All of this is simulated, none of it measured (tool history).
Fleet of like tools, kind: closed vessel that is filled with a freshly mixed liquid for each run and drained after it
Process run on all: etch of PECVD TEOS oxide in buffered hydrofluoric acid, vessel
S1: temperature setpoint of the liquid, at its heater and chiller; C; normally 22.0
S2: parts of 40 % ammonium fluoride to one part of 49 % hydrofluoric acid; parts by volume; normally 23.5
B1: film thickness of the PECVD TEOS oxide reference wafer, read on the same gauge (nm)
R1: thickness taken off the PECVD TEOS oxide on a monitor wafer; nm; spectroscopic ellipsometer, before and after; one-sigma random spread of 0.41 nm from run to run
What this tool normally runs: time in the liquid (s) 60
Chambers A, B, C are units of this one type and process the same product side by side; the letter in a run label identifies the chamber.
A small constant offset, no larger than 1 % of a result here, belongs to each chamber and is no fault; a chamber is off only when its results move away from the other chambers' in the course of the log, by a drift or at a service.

run 1A hour=8.0 | S1=22.0 S2=23.5 time_in_the_liquid_(s)=60 | B1=49.964 | R1=71.546
run 2C hour=18.9 | S1=22.0 S2=23.5 time_in_the_liquid_(s)=60 | B1=49.982 | R1=71.351
run 3B hour=26.8 | S1=22.0 S2=23.5 time_in_the_liquid_(s)=60 | B1=50.000 | R1=71.808
run 4C hour=35.6 | S1=22.0 S2=23.5 time_in_the_liquid_(s)=60 | B1=49.991 | R1=71.506
run 5A hour=44.9 | S1=22.0 S2=23.5 time_in_the_liquid_(s)=60 | B1=50.024 | R1=70.859
run 6B hour=55.8 | S1=22.0 S2=23.5 time_in_the_liquid_(s)=60 | B1=49.965 | R1=71.723
run 7C hour=64.4 | S1=22.0 S2=23.5 time_in_the_liquid_(s)=60 | B1=50.003 | R1=71.552
run 8A hour=72.6 | S1=22.0 S2=23.5 time_in_the_liquid_(s)=60 | B1=49.981 | R1=71.620
run 9B hour=82.9 | S1=24.5 S2=29.5 time_in_the_liquid_(s)=60 | B1=50.002 | R1=71.627
run 10B hour=90.8 | S1=24.5 S2=29.5 time_in_the_liquid_(s)=60 | B1=50.002 | R1=70.800
run 11C hour=101.8 | S1=24.5 S2=29.5 time_in_the_liquid_(s)=60 | B1=49.989 | R1=69.921
run 12A hour=112.6 | S1=22.0 S2=23.5 time_in_the_liquid_(s)=60 | B1=49.979 | R1=71.042
run 13C hour=121.4 | S1=22.0 S2=23.5 time_in_the_liquid_(s)=60 | B1=50.022 | R1=71.961
-- hour=124.3 chamber C: hydrofluoric acid flow meter replaced
run 14A hour=128.1 | S1=22.0 S2=23.5 time_in_the_liquid_(s)=60 | B1=50.004 | R1=71.016
run 15B hour=135.9 | S1=22.0 S2=23.5 time_in_the_liquid_(s)=60 | B1=50.004 | R1=71.793
run 16C hour=141.8 | S1=22.0 S2=23.5 time_in_the_liquid_(s)=60 | B1=49.965 | R1=71.282
run 17B hour=151.6 | S1=17.5 S2=16.0 time_in_the_liquid_(s)=60 | B1=49.998 | R1=77.857
run 18A hour=159.7 | S1=17.5 S2=16.0 time_in_the_liquid_(s)=60 | B1=49.999 | R1=77.106
run 19C hour=166.7 | S1=17.5 S2=16.0 time_in_the_liquid_(s)=60 | B1=50.006 | R1=77.566
run 20B hour=176.2 | S1=22.0 S2=23.5 time_in_the_liquid_(s)=60 | B1=49.987 | R1=73.945
run 21A hour=185.6 | S1=22.0 S2=23.5 time_in_the_liquid_(s)=60 | B1=50.000 | R1=71.647
run 22B hour=193.7 | S1=22.0 S2=23.5 time_in_the_liquid_(s)=75 | B1=50.010 | R1=92.944
run 23C hour=201.0 | S1=22.0 S2=23.5 time_in_the_liquid_(s)=75 | B1=49.995 | R1=89.391
run 24A hour=210.0 | S1=22.0 S2=23.5 time_in_the_liquid_(s)=75 | B1=49.979 | R1=89.878
run 25A hour=221.0 | S1=22.0 S2=23.5 time_in_the_liquid_(s)=60 | B1=49.982 | R1=71.435
run 26B hour=230.9 | S1=24.5 S2=30.0 time_in_the_liquid_(s)=60 | B1=50.007 | R1=72.584
run 27C hour=236.5 | S1=24.5 S2=30.0 time_in_the_liquid_(s)=60 | B1=49.977 | R1=68.869
run 28C hour=248.1 | S1=24.5 S2=30.0 time_in_the_liquid_(s)=60 | B1=50.045 | R1=69.920
run 29B hour=256.9 | S1=22.0 S2=23.5 time_in_the_liquid_(s)=60 | B1=49.969 | R1=76.458
run 30A hour=263.4 | S1=22.0 S2=23.5 time_in_the_liquid_(s)=60 | B1=49.997 | R1=71.758
run 31C hour=275.6 | S1=22.0 S2=23.5 time_in_the_liquid_(s)=60 | B1=49.986 | R1=72.329
run 32A hour=281.1 | S1=22.0 S2=23.5 time_in_the_liquid_(s)=60 | B1=50.016 | R1=71.958
run 33B hour=288.7 | S1=22.0 S2=23.5 time_in_the_liquid_(s)=60 | B1=49.984 | R1=76.280
run 34C hour=294.7 | S1=22.0 S2=23.5 time_in_the_liquid_(s)=60 | B1=50.004 | R1=72.093
run 35B hour=307.1 | S1=22.0 S2=23.5 time_in_the_liquid_(s)=60 | B1=50.013 | R1=77.376

Predict what each chamber gives when all 3 of them run the settings below next.
run 36A hour=316.0 | S1=25.0 S2=23.5 time_in_the_liquid_(s)=60 | R1=?
run 36B hour=316.0 | S1=25.0 S2=23.5 time_in_the_liquid_(s)=60 | R1=?
run 36C hour=316.0 | S1=25.0 S2=23.5 time_in_the_liquid_(s)=60 | R1=?

run=36A R1=86.049
run=36B R1=91.862
run=36C R1=85.047
